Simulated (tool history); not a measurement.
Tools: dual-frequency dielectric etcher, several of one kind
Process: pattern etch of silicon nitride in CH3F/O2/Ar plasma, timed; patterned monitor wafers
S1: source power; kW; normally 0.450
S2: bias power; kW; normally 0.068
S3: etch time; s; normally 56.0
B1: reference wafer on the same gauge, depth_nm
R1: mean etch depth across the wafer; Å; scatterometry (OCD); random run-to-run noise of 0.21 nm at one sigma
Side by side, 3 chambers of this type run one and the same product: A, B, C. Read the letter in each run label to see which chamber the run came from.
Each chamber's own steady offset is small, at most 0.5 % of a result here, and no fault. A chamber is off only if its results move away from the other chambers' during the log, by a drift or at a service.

Run 1B, hour 15.6: usual settings; B1 37.203. Result: R1 403.05 Å.
Run 2A, hour 31.5: usual settings; B1 37.165. Result: R1 406.10 Å.
Run 3C, hour 39.9: usual settings; B1 37.214. Result: R1 400.46 Å.
Run 4B, hour 55.5: usual settings; B1 37.235. Result: R1 404.84 Å.
Run 5A, hour 63.3: usual settings; B1 37.226. Result: R1 405.09 Å.
Run 6C, hour 70.8: usual settings; B1 37.203. Result: R1 398.57 Å.
Run 7A, hour 78.6: usual settings; B1 37.225. Result: R1 399.95 Å.
Run 8C, hour 93.1: usual settings; B1 37.153. Result: R1 399.10 Å.
Run 9B, hour 102.4: usual settings; B1 37.145. Result: R1 401.58 Å.
Run 10A, hour 118.3: usual settings; B1 37.239. Result: R1 398.70 Å.
Run 11B, hour 131.3: usual settings; B1 37.197. Result: R1 403.44 Å.
Run 12C, hour 146.8: usual settings; B1 37.170. Result: R1 405.94 Å.
Run 13A, hour 154.2: usual settings; B1 37.258. Result: R1 399.72 Å.
Run 14B, hour 166.1: usual settings; B1 37.224. Result: R1 402.61 Å.
Run 15C, hour 178.8: usual settings; B1 37.138. Result: R1 401.19 Å.
Run 16C, hour 188.3: usual settings but S2 0.056 kW, S3 71.0 s; B1 37.223. Result: R1 480.65 Å.
Run 17A, hour 195.5: usual settings but S2 0.056 kW, S3 71.0 s; B1 37.199. Result: R1 477.36 Å.
At hour 204.2: chamber B: wet clean of the chamber.
Run 18B, hour 207.5: usual settings but S2 0.056 kW, S3 71.0 s; B1 37.172. Result: R1 501.43 Å.
Run 19C, hour 216.5: usual settings; B1 37.219. Result: R1 400.62 Å.
Run 20B, hour 228.6: usual settings; B1 37.159. Result: R1 420.15 Å.
Run 21A, hour 242.2: usual settings but S3 65.5 s; B1 37.218. Result: R1 471.10 Å.
Run 22B, hour 250.8: usual settings but S3 65.5 s; B1 37.164. Result: R1 494.43 Å.
Run 23A, hour 260.1: usual settings but S3 65.5 s; B1 37.230. Result: R1 470.82 Å.
At hour 264.0: chamber A: source power generator calibrated.
Run 24C, hour 275.8: usual settings but S1 0.510 kW, S2 0.084 kW; B1 37.169. Result: R1 450.55 Å.
Run 25A, hour 285.8: usual settings but S1 0.510 kW, S2 0.084 kW; B1 37.198. Result: R1 450.48 Å.
Run 26C, hour 293.7: usual settings but S1 0.510 kW, S2 0.084 kW; B1 37.213. Result: R1 451.75 Å.
Run 27B, hour 307.4: usual settings; B1 37.189. Result: R1 421.70 Å.
Run 28B, hour 322.6: usual settings; B1 37.235. Result: R1 421.88 Å.
Run 29C, hour 332.2: usual settings but S2 0.077 kW; B1 37.173. Result: R1 415.51 Å.
Run 30A, hour 346.9: usual settings but S2 0.077 kW; B1 37.234. Result: R1 416.45 Å.
Run 31B, hour 357.6: usual settings but S2 0.077 kW; B1 37.184. Result: R1 444.63 Å.
Run 32A, hour 364.6: usual settings; B1 37.135. Result: R1 403.42 Å.
Run 33C, hour 380.3: usual settings; B1 37.145. Result: R1 399.95 Å.
Run 34A, hour 390.8: usual settings; B1 37.272. Result: R1 402.99 Å.

Which is it: a chamber that has drifted or been left off by a service, a gauge drift common to all chambers, or only each chamber's usual small offset? If a chamber is off, name it and its likeliest cause.

Chamber B came out of a service off from its peers and stayed that way.
Cause: etch rate over this chamber's usual, % = 4.6.

Below are 4 candidate recipes for chamber B's next run, each the usual settings with a change, their results shown as question marks. Which of them brings B's results back in line with what the other chambers give on the usual settings?
To be in line, a result may differ from the other chambers' mean on the usual settings by at most: R1 7.30 Å
Run 35B-1, hour 402.5: usual settings but S2 0.069 kW, S3 58.5 s. Result: R1 ?.
Run 35B-2, hour 402.5: usual settings but S3 57.0 s. Result: R1 ?.
Run 35B-3, hour 402.5: usual settings but S3 53.5 s. Result: R1 ?.
Run 35B-4, hour 402.5: usual settings but S1 0.440 kW, S2 0.067 kW. Result: R1 ?.

What the other chambers average on the usual settings: R1 402.19 Å
  run      R1
35B-1  443.27
35B-2  429.79
35B-3  403.40
35B-4  416.58
The right change is 35B-3: it brings the chamber back within the allowed miss of the others.

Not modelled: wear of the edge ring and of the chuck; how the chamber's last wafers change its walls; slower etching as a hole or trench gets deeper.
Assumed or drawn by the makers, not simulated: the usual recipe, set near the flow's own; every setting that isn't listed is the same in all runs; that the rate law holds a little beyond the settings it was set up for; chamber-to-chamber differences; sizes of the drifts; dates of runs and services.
